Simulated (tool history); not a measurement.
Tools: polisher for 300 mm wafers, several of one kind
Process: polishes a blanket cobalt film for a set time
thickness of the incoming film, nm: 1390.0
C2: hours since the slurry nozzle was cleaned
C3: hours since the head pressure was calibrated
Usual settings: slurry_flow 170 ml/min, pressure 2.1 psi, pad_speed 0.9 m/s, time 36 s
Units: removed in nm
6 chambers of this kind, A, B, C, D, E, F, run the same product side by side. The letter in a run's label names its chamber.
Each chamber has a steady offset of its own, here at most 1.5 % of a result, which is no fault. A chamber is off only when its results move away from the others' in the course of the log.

run 1D hour=8.3 | slurry_flow=170 pressure=2.1 pad_speed=0.9 time=36 | wafers_polished_on_this_pad=397 C2=328.5 C3=355.8 | removed=152.7
-- hour=11.9 chamber B: worn pad replaced by a new one
run 2E hour=14.2 | slurry_flow=170 pressure=2.1 pad_speed=0.9 time=36 | wafers_polished_on_this_pad=667 C2=76 C3=18.5 | removed=149.94
-- hour=15.5 chamber E: worn pad replaced by a new one
run 3C hour=20.6 | slurry_flow=170 pressure=2.1 pad_speed=0.9 time=36 | wafers_polished_on_this_pad=683 C2=87.4 C3=202.5 | removed=153.37
run 4B hour=29.4 | slurry_flow=170 pressure=2.1 pad_speed=0.9 time=36 | wafers_polished_on_this_pad=177 C2=130.9 C3=37.7 | removed=150.92
run 5A hour=40.1 | slurry_flow=170 pressure=2.1 pad_speed=0.9 time=36 | wafers_polished_on_this_pad=774 C2=111.5 C3=544.8 | removed=151.07
-- hour=41.9 chamber F: slurry nozzle cleaned
-- hour=43.2 chamber C: worn pad replaced by a new one
run 6F hour=49.2 | slurry_flow=170 pressure=2.1 pad_speed=0.9 time=36 | wafers_polished_on_this_pad=501 C2=7.3 C3=592.9 | removed=151.58
-- hour=56.8 chamber F: head pressure recalibrated
run 7F hour=57.3 | slurry_flow=170 pressure=2.1 pad_speed=0.9 time=36 | wafers_polished_on_this_pad=582 C2=15.4 C3=0.6 | removed=149.51
-- hour=59.9 chamber A: worn pad replaced by a new one
run 8C hour=62.8 | slurry_flow=170 pressure=2.1 pad_speed=0.9 time=36 | wafers_polished_on_this_pad=198 C2=129.6 C3=244.7 | removed=151.21
run 9E hour=72.9 | slurry_flow=170 pressure=2.1 pad_speed=0.9 time=36 | wafers_polished_on_this_pad=579 C2=134.7 C3=77.2 | removed=147.85
run 10B hour=81.6 | slurry_flow=205 pressure=2.1 pad_speed=0.9 time=36 | wafers_polished_on_this_pad=704 C2=183.1 C3=89.9 | removed=156.44
-- hour=86 chamber E: worn pad replaced by a new one
run 11D hour=91.9 | slurry_flow=205 pressure=2.1 pad_speed=0.9 time=36 | wafers_polished_on_this_pad=1241 C2=412.1 C3=439.4 | removed=158.05
run 12A hour=102.5 | slurry_flow=205 pressure=2.1 pad_speed=0.9 time=36 | wafers_polished_on_this_pad=430 C2=173.9 C3=607.2 | removed=157.34
-- hour=103.1 chamber B: slurry nozzle cleaned
run 13E hour=112.3 | slurry_flow=205 pressure=2.1 pad_speed=0.9 time=36 | wafers_polished_on_this_pad=265 C2=174.1 C3=116.6 | removed=154.25
-- hour=113.2 chamber D: worn pad replaced by a new one
-- hour=117.4 chamber F: worn pad replaced by a new one
-- hour=123.4 chamber B: worn pad replaced by a new one
run 14B hour=123.7 | slurry_flow=205 pressure=2.1 pad_speed=0.9 time=36 | wafers_polished_on_this_pad=3 C2=20.6 C3=132 | removed=152.27
-- hour=126.7 chamber A: head pressure recalibrated
-- hour=126.9 chamber C: worn pad replaced by a new one
run 15C hour=133.8 | slurry_flow=205 pressure=2.1 pad_speed=0.9 time=36 | wafers_polished_on_this_pad=70 C2=200.6 C3=315.7 | removed=154.03
run 16D hour=141 | slurry_flow=170 pressure=2.1 pad_speed=0.9 time=36 | wafers_polished_on_this_pad=281 C2=461.2 C3=488.5 | removed=150.21
-- hour=143.4 chamber A: worn pad replaced by a new one
run 17A hour=149.5 | slurry_flow=170 pressure=2.1 pad_speed=0.9 time=36 | wafers_polished_on_this_pad=61 C2=220.9 C3=22.8 | removed=149.42
-- hour=156.1 chamber E: worn pad replaced by a new one
run 18F hour=157.5 | slurry_flow=170 pressure=2.1 pad_speed=0.9 time=36 | wafers_polished_on_this_pad=405 C2=115.6 C3=100.8 | removed=149.73
run 19F hour=168.8 | slurry_flow=170 pressure=2.1 pad_speed=0.9 time=36 | wafers_polished_on_this_pad=519 C2=126.9 C3=112.1 | removed=151.14
run 20D hour=177.9 | slurry_flow=170 pressure=2.1 pad_speed=0.9 time=36 | wafers_polished_on_this_pad=653 C2=498.1 C3=525.4 | removed=153.22
-- hour=182.7 chamber D: head pressure recalibrated
run 21C hour=183 | slurry_flow=170 pressure=2.1 pad_speed=0.9 time=36 | wafers_polished_on_this_pad=567 C2=249.8 C3=364.9 | removed=150.58
run 22B hour=194.2 | slurry_flow=170 pressure=2.1 pad_speed=0.9 time=36 | wafers_polished_on_this_pad=716 C2=91.1 C3=202.5 | removed=154
run 23E hour=202 | slurry_flow=170 pressure=2.1 pad_speed=0.9 time=36 | wafers_polished_on_this_pad=463 C2=263.8 C3=206.3 | removed=150.37
run 24A hour=208.9 | slurry_flow=170 pressure=2.1 pad_speed=0.9 time=36 | wafers_polished_on_this_pad=661 C2=280.3 C3=82.2 | removed=152.7
run 25E hour=215.2 | slurry_flow=170 pressure=2.1 pad_speed=0.9 time=36 | wafers_polished_on_this_pad=597 C2=277 C3=219.5 | removed=151.11
-- hour=216.6 chamber C: worn pad replaced by a new one
-- hour=220.7 chamber B: worn pad replaced by a new one
run 26F hour=223.6 | slurry_flow=170 pressure=2.1 pad_speed=0.9 time=36 | wafers_polished_on_this_pad=1072 C2=181.7 C3=166.9 | removed=148.66
-- hour=225.5 chamber F: worn pad replaced by a new one
run 27B hour=228.7 | slurry_flow=115 pressure=1.6 pad_speed=0.9 time=36 | wafers_polished_on_this_pad=81 C2=125.6 C3=237 | removed=109.75
-- hour=232.1 chamber E: worn pad replaced by a new one
run 28C hour=234.9 | slurry_flow=115 pressure=1.6 pad_speed=0.9 time=36 | wafers_polished_on_this_pad=185 C2=301.7 C3=416.8 | removed=107.04
-- hour=236.1 chamber A: worn pad replaced by a new one
run 29A hour=246 | slurry_flow=115 pressure=1.6 pad_speed=0.9 time=36 | wafers_polished_on_this_pad=100 C2=317.4 C3=119.3 | removed=106.26
run 30D hour=253 | slurry_flow=115 pressure=1.6 pad_speed=0.9 time=36 | wafers_polished_on_this_pad=1412 C2=573.2 C3=70.4 | removed=105.9
-- hour=253.7 chamber D: worn pad replaced by a new one
run 31B hour=260.9 | slurry_flow=115 pressure=1.6 pad_speed=0.9 time=36 | wafers_polished_on_this_pad=406 C2=157.8 C3=269.2 | removed=107.07
run 32C hour=270.1 | slurry_flow=115 pressure=1.6 pad_speed=0.9 time=36 | wafers_polished_on_this_pad=541 C2=336.9 C3=452 | removed=106.87
-- hour=275.3 chamber A: slurry nozzle cleaned
run 33A hour=278.4 | slurry_flow=170 pressure=2.1 pad_speed=0.9 time=36 | wafers_polished_on_this_pad=427 C2=3.1 C3=151.7 | removed=151.26
run 34E hour=288.9 | slurry_flow=170 pressure=2.1 pad_speed=0.9 time=36 | wafers_polished_on_this_pad=574 C2=350.7 C3=293.2 | removed=149.58
-- hour=290.7 chamber C: worn pad replaced by a new one
run 35F hour=299.6 | slurry_flow=170 pressure=2.1 pad_speed=0.9 time=36 | wafers_polished_on_this_pad=749 C2=257.7 C3=242.9 | removed=150.84
run 36D hour=307 | slurry_flow=170 pressure=2.1 pad_speed=0.9 time=36 | wafers_polished_on_this_pad=538 C2=627.2 C3=124.4 | removed=151.53
-- hour=308.9 chamber B: worn pad replaced by a new one
-- hour=313.7 chamber A: worn pad replaced by a new one
run 37C hour=316.6 | slurry_flow=170 pressure=2.3 pad_speed=1.18 time=36 | wafers_polished_on_this_pad=261 C2=383.4 C3=498.5 | removed=213.06
-- hour=321.6 chamber B: head pressure recalibrated
run 38A hour=326 | slurry_flow=170 pressure=2.3 pad_speed=1.18 time=36 | wafers_polished_on_this_pad=125 C2=50.7 C3=199.3 | removed=219.8
run 39D hour=335.8 | slurry_flow=170 pressure=2.3 pad_speed=1.18 time=36 | wafers_polished_on_this_pad=829 C2=656 C3=153.2 | removed=217.31
run 40B hour=345.5 | slurry_flow=170 pressure=2.3 pad_speed=1.18 time=36 | wafers_polished_on_this_pad=369 C2=242.4 C3=24 | removed=220.08

Is one chamber off against the others, does the gauge drift, or is nothing wrong? If a chamber is off, say which, and what the likeliest cause is.

No chamber stands off beyond its own small offset, and the gauge holds steady.
